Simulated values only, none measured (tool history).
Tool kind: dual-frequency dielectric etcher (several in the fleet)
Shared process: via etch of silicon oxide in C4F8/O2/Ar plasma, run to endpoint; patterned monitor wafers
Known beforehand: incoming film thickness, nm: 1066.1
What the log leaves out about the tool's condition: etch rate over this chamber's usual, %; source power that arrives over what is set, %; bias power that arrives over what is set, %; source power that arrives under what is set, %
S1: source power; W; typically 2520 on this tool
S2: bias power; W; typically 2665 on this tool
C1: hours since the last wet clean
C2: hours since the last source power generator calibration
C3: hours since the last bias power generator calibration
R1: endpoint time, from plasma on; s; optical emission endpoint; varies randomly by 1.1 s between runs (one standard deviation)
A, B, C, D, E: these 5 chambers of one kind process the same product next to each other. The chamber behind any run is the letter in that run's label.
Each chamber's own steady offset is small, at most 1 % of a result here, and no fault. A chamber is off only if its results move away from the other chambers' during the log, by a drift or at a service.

run,hour,S1,S2,C1,C2,C3,R1
1D,9.3,2520,2665,197.5,2308.1,531.8,177.56
2B,18.4,2520,2665,492.4,2595,1765.8,175.59
3C,33.1,2520,2665,52.7,249.2,292.6,178.26
4E,42.9,2520,2665,146.4,2602.3,380.9,178.39
5A,50.7,2520,2665,190.5,2384.3,4161.9,175.7
6B,64,2300,2227,538,2640.6,1811.4,193.27
7A,75,2300,2227,214.8,2408.6,4186.2,190.79
8D,83.5,2300,2227,271.7,2382.3,606,191.6
9E,93,2300,2227,196.5,2652.4,431,193.11
10C,108.1,2300,2227,127.7,324.2,367.6,191.96
# hour 108.4: chamber B: source power generator calibrated
# hour 111.8: chamber B: wet clean of the chamber
11B,119.8,2520,2665,8.1,11.4,1867.2,175.94
12E,132.4,2520,2665,235.9,2691.8,470.4,175.69
13D,141.5,2170,2665,329.7,2440.3,664,187.34
14C,151.3,2170,2665,170.9,367.4,410.8,189.08
15A,159.1,2170,2665,298.9,2492.7,4270.3,185.79
16A,170.4,2170,2665,310.2,2504,4281.6,185.28
17C,182.4,2170,2665,202,398.5,441.9,187.38
18D,190.2,2980,2275,378.4,2489,712.7,173.88
19E,198.1,2980,2275,301.6,2757.5,536.1,170.92
20B,209.8,2980,2275,98.1,101.4,1957.2,172.19
21A,217,2980,2275,356.8,2550.6,4328.2,170.19
22E,225,2980,2275,328.5,2784.4,563,171.16
23B,231.6,2520,2665,119.9,123.2,1979,173.78
# hour 233.7: chamber D: wet clean of the chamber
24C,244.5,2520,2665,264.1,460.6,504,177.72
25D,259.7,2520,2665,26.1,2558.5,782.2,176.42
26A,272.8,2520,2665,412.6,2606.4,4384,177.35
27E,280.4,2520,2665,383.9,2839.8,618.4,174.93
28B,292.6,2520,2665,180.9,184.2,2040,175.91
29D,302,2520,2665,68.4,2600.8,824.5,177.39
30C,313.4,2520,2665,333,529.5,572.9,176.15
31D,328.3,2520,2665,94.7,2627.1,850.8,177.07
32A,339.8,2520,2665,479.6,2673.4,4451,174.86
# hour 339.9: chamber A: wet clean of the chamber
33C,350.1,2520,2665,369.7,566.2,609.6,179.32
34E,361.1,2520,2665,464.6,2920.5,699.1,174.68
35B,368,2520,2665,256.3,259.6,2115.4,174.22
# hour 370.1: chamber E: wet clean of the chamber
36E,376.4,2520,2665,6.3,2935.8,714.4,175.99
37D,388.3,3080,2337,154.7,2687.1,910.8,169.27
# hour 396.2: chamber E: source power generator calibrated
# hour 396.5: chamber A: bias power generator calibrated
38B,400.2,3080,2337,288.5,291.8,2147.6,167.18
39A,407.2,3080,2337,67.4,2740.8,10.7,167.72
40C,415.9,3080,2337,435.5,632,675.4,170.55
41E,427.6,3080,2337,57.5,31.4,765.6,170.43
42D,439,2520,2665,205.4,2737.8,961.5,178.02

Each of the 5 chambers runs these same settings next. Fill in every chamber's results:
43A,449.8,2520,3040,,,,?
43B,449.8,2520,3040,,,,?
43C,449.8,2520,3040,,,,?
43D,449.8,2520,3040,,,,?
43E,449.8,2520,3040,,,,?

run,R1
43A,167.37
43B,168.58
43C,170.47
43D,169.4
43E,170.21

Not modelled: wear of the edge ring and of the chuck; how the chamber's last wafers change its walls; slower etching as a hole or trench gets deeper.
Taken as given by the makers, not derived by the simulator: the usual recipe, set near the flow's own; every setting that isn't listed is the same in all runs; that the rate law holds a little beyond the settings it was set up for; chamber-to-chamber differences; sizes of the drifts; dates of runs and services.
